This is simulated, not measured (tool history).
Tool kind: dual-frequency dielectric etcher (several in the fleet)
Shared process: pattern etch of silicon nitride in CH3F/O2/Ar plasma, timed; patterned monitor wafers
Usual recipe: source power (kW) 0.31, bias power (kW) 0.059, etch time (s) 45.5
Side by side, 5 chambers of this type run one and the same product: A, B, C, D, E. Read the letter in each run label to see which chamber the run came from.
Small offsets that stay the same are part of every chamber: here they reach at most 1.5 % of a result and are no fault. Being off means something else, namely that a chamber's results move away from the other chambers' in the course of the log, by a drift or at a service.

run,hour,source power (kW),bias power (kW),etch time (s),hours since the last wet clean,hours since the last source power generator calibration,hours since the last bias power generator calibration,"read-back reference wafer on the same gauge, depth_nm",mean etch depth across the wafer (angstrom)
1C,5.1,0.31,0.059,45.5,436,1043.3,1375.6,26.812,269.1
2E,12.9,0.31,0.059,45.5,375.3,1333.6,573.9,26.778,267.49
3A,21.7,0.31,0.059,45.5,437.6,1868.9,3203.2,26.813,271.84
4B,27.2,0.31,0.059,45.5,260.3,4453.1,1612.4,26.798,273.08
5D,37.2,0.31,0.059,45.5,352.2,4107,1409.5,26.774,268.12
6A,45.8,0.31,0.059,54.5,461.7,1893,3227.3,26.804,327.02
# hour 50.8: chamber D: source power generator calibrated
7E,51.5,0.31,0.059,54.5,413.9,1372.2,612.5,26.818,322.68
8D,56.9,0.31,0.059,54.5,371.9,6.1,1429.2,26.801,322.24
9B,62.4,0.31,0.059,54.5,295.5,4488.3,1647.6,26.813,326.29
10C,72.6,0.31,0.059,54.5,503.5,1110.8,1443.1,26.807,322.15
11C,80.4,0.31,0.047,45.5,511.3,1118.6,1450.9,26.815,249.59
# hour 81.2: chamber A: wet clean of the chamber
12B,87.8,0.31,0.047,45.5,320.9,4513.7,1673,26.803,253.83
13A,95.7,0.31,0.047,45.5,14.5,1942.9,3277.2,26.773,253.4
14E,105.5,0.31,0.047,45.5,467.9,1426.2,666.5,26.801,249.89
15D,112,0.31,0.047,45.5,427,61.2,1484.3,26.806,249.92
16A,117.5,0.31,0.059,45.5,36.3,1964.7,3299,26.789,272.48
# hour 120.9: chamber D: wet clean of the chamber
17E,125.7,0.31,0.059,37,488.1,1446.4,686.7,26.807,219.29
18C,133.9,0.31,0.059,37,564.8,1172.1,1504.4,26.801,218.5
19D,138.7,0.31,0.059,37,17.8,87.9,1511,26.774,227.55
# hour 143.1: chamber C: wet clean of the chamber
20B,147.9,0.31,0.059,37,381,4573.8,1733.1,26.803,222.35
21C,156,0.31,0.059,37,13,1194.2,1526.5,26.806,218.75
22D,162,0.35,0.059,41,41.1,111.2,1534.3,26.819,264.03
23B,169.1,0.35,0.059,41,402.2,4595,1754.3,26.8,257.76
24A,175.7,0.35,0.059,41,94.5,2022.9,3357.2,26.809,257.72
25E,183.9,0.35,0.059,41,546.3,1504.6,744.9,26.808,252.62
26E,193.6,0.35,0.059,41,556,1514.3,754.6,26.777,254.11
27B,201,0.31,0.059,45.5,434.1,4626.9,1786.2,26.803,273.32
28C,210.1,0.31,0.059,45.5,67.1,1248.3,1580.6,26.806,269.21
29A,220.1,0.31,0.059,45.5,138.9,2067.3,3401.6,26.778,271.98
30D,224.6,0.31,0.059,45.5,103.7,173.8,1596.9,26.795,279.02
31D,229.9,0.31,0.059,45.5,109,179.1,1602.2,26.796,280.41
32B,239.8,0.31,0.059,45.5,472.9,4665.7,1825,26.79,271.61
33E,245,0.31,0.059,45.5,607.4,1565.7,806,26.822,268.57
# hour 247.6: chamber B: source power generator calibrated
34A,250.5,0.31,0.059,45.5,169.3,2097.7,3432,26.808,271.89
35C,255.6,0.36,0.054,45.5,112.6,1293.8,1626.1,26.804,278.9
36D,261.8,0.36,0.054,45.5,140.9,211,1634.1,26.783,287.39
37C,271.5,0.36,0.054,45.5,128.5,1309.7,1642,26.781,276.96
# hour 278.4: chamber E: wet clean of the chamber
38B,280.6,0.36,0.054,45.5,513.7,33,1865.8,26.793,281.73
39E,290.3,0.36,0.054,45.5,11.9,1611,851.3,26.799,276.78
40A,294.8,0.31,0.059,45.5,213.6,2142,3476.3,26.79,272.55
41C,304.6,0.31,0.059,45.5,161.6,1342.8,1675.1,26.782,270.32

All chambers now run identical settings, listed one chamber a line with results as question marks. What results will each chamber show?
42A,311.9,0.31,0.053,45.5,,,,,?
42B,311.9,0.31,0.053,45.5,,,,,?
42C,311.9,0.31,0.053,45.5,,,,,?
42D,311.9,0.31,0.053,45.5,,,,,?
42E,311.9,0.31,0.053,45.5,,,,,?

run,mean etch depth across the wafer (angstrom)
42A,262.01
42B,264.87
42C,259.7
42D,271.07
42E,258.94

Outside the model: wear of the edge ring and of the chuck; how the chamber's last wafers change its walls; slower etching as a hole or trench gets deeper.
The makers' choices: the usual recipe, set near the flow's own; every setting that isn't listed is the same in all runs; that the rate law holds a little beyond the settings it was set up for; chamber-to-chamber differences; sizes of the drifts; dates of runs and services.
